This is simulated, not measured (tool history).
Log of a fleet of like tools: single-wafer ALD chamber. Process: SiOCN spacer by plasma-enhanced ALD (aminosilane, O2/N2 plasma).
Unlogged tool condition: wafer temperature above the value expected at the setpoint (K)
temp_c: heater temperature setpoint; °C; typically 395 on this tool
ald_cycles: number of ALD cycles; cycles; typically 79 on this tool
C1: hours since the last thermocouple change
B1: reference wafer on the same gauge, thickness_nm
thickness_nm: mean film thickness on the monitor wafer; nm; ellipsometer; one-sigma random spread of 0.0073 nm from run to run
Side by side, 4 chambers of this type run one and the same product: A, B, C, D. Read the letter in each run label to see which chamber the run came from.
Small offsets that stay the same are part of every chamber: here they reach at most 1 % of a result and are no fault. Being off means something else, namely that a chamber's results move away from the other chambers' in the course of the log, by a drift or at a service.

{"run": "1D", "hour": 2.0, "temp_c": 395, "ald_cycles": 79, "C1": 97.1, "B1": 5.6985, "thickness_nm": 4.7815}
{"run": "2C", "hour": 4.1, "temp_c": 395, "ald_cycles": 79, "C1": 705.7, "B1": 5.6988, "thickness_nm": 4.7693}
{"run": "3B", "hour": 6.8, "temp_c": 395, "ald_cycles": 79, "C1": 553.2, "B1": 5.6998, "thickness_nm": 4.7462}
{"run": "4A", "hour": 10.7, "temp_c": 395, "ald_cycles": 79, "C1": 936.2, "B1": 5.6942, "thickness_nm": 4.8136}
{"run": "5C", "hour": 14.7, "temp_c": 403, "ald_cycles": 79, "C1": 716.3, "B1": 5.694, "thickness_nm": 4.7087}
{"run": "6D", "hour": 17.4, "temp_c": 403, "ald_cycles": 79, "C1": 112.5, "B1": 5.695, "thickness_nm": 4.7281}
{"run": "7A", "hour": 20.0, "temp_c": 403, "ald_cycles": 79, "C1": 945.5, "B1": 5.6934, "thickness_nm": 4.7621}
{"run": "8B", "hour": 22.0, "temp_c": 403, "ald_cycles": 79, "C1": 568.4, "B1": 5.6945, "thickness_nm": 4.6459}
{"run": "9B", "hour": 25.4, "temp_c": 395, "ald_cycles": 79, "C1": 571.8, "B1": 5.6932, "thickness_nm": 4.7639}
{"run": "10A", "hour": 28.8, "temp_c": 395, "ald_cycles": 79, "C1": 954.3, "B1": 5.6923, "thickness_nm": 4.8025}
{"run": "11D", "hour": 32.4, "temp_c": 404, "ald_cycles": 67, "C1": 127.5, "B1": 5.6912, "thickness_nm": 3.9919}
{"run": "12C", "hour": 34.5, "temp_c": 404, "ald_cycles": 67, "C1": 736.1, "B1": 5.6879, "thickness_nm": 3.9813}
{"run": "13C", "hour": 37.7, "temp_c": 404, "ald_cycles": 67, "C1": 739.3, "B1": 5.6869, "thickness_nm": 3.9787}
{"run": "14A", "hour": 41.4, "temp_c": 404, "ald_cycles": 67, "C1": 966.9, "B1": 5.6881, "thickness_nm": 4.0205}
{"run": "15B", "hour": 43.4, "temp_c": 395, "ald_cycles": 79, "C1": 589.8, "B1": 5.688, "thickness_nm": 4.7583}
{"run": "16D", "hour": 47.2, "temp_c": 402, "ald_cycles": 79, "C1": 142.3, "B1": 5.6829, "thickness_nm": 4.7416}
{"run": "17B", "hour": 50.2, "temp_c": 402, "ald_cycles": 79, "C1": 596.6, "B1": 5.6866, "thickness_nm": 4.6535}
{"run": "18D", "hour": 54.6, "temp_c": 402, "ald_cycles": 79, "C1": 149.7, "B1": 5.6855, "thickness_nm": 4.7369}
{"run": "19A", "hour": 58.0, "temp_c": 402, "ald_cycles": 79, "C1": 983.5, "B1": 5.6812, "thickness_nm": 4.7747}
{"run": "20C", "hour": 61.9, "temp_c": 395, "ald_cycles": 79, "C1": 763.5, "B1": 5.683, "thickness_nm": 4.7492}
{"run": "21D", "hour": 65.5, "temp_c": 395, "ald_cycles": 79, "C1": 160.6, "B1": 5.6805, "thickness_nm": 4.766}
{"run": "22B", "hour": 69.7, "temp_c": 381, "ald_cycles": 79, "C1": 616.1, "B1": 5.6809, "thickness_nm": 4.7487}
{"run": "23A", "hour": 71.8, "temp_c": 381, "ald_cycles": 79, "C1": 997.3, "B1": 5.6808, "thickness_nm": 4.7897}
{"run": "24C", "hour": 76.1, "temp_c": 381, "ald_cycles": 79, "C1": 777.7, "B1": 5.6779, "thickness_nm": 4.7493}
{"run": "25B", "hour": 78.9, "temp_c": 381, "ald_cycles": 79, "C1": 625.3, "B1": 5.6759, "thickness_nm": 4.7432}
{"run": "26A", "hour": 80.9, "temp_c": 395, "ald_cycles": 79, "C1": 1006.4, "B1": 5.6741, "thickness_nm": 4.7892}
{"run": "27D", "hour": 83.4, "temp_c": 395, "ald_cycles": 79, "C1": 178.5, "B1": 5.676, "thickness_nm": 4.7542}
{"run": "28C", "hour": 86.3, "temp_c": 395, "ald_cycles": 79, "C1": 787.9, "B1": 5.6741, "thickness_nm": 4.7342}
{"run": "29B", "hour": 90.1, "temp_c": 395, "ald_cycles": 79, "C1": 636.5, "B1": 5.6735, "thickness_nm": 4.7429}
{"run": "30A", "hour": 93.9, "temp_c": 395, "ald_cycles": 79, "C1": 1019.4, "B1": 5.6704, "thickness_nm": 4.7743}
{"run": "31D", "hour": 96.6, "temp_c": 387, "ald_cycles": 79, "C1": 191.7, "B1": 5.6697, "thickness_nm": 4.7572}
{"run": "32C", "hour": 100.3, "temp_c": 387, "ald_cycles": 79, "C1": 801.9, "B1": 5.6721, "thickness_nm": 4.7304}
{"run": "33D", "hour": 104.2, "temp_c": 387, "ald_cycles": 79, "C1": 199.3, "B1": 5.6667, "thickness_nm": 4.7577}
{"run": "34B", "hour": 107.8, "temp_c": 387, "ald_cycles": 79, "C1": 654.2, "B1": 5.6648, "thickness_nm": 4.7441}
{"run": "35C", "hour": 109.8, "temp_c": 395, "ald_cycles": 65, "C1": 811.4, "B1": 5.6653, "thickness_nm": 3.9008}
{"run": "36A", "hour": 111.8, "temp_c": 395, "ald_cycles": 65, "C1": 1037.3, "B1": 5.6671, "thickness_nm": 3.9412}
{"run": "37D", "hour": 114.2, "temp_c": 395, "ald_cycles": 65, "C1": 209.3, "B1": 5.6671, "thickness_nm": 3.9083}

Decide between three cases: one chamber stands off from its peers, the gauge reading all wafers drifts, or nothing is wrong past each chamber's small offset. Where a chamber is off, say which and what most likely put it there.

The shared gauge is drifting. All chambers look as if they move in step, but none is off.
Cause: gauge reads low (%) = 0.63.

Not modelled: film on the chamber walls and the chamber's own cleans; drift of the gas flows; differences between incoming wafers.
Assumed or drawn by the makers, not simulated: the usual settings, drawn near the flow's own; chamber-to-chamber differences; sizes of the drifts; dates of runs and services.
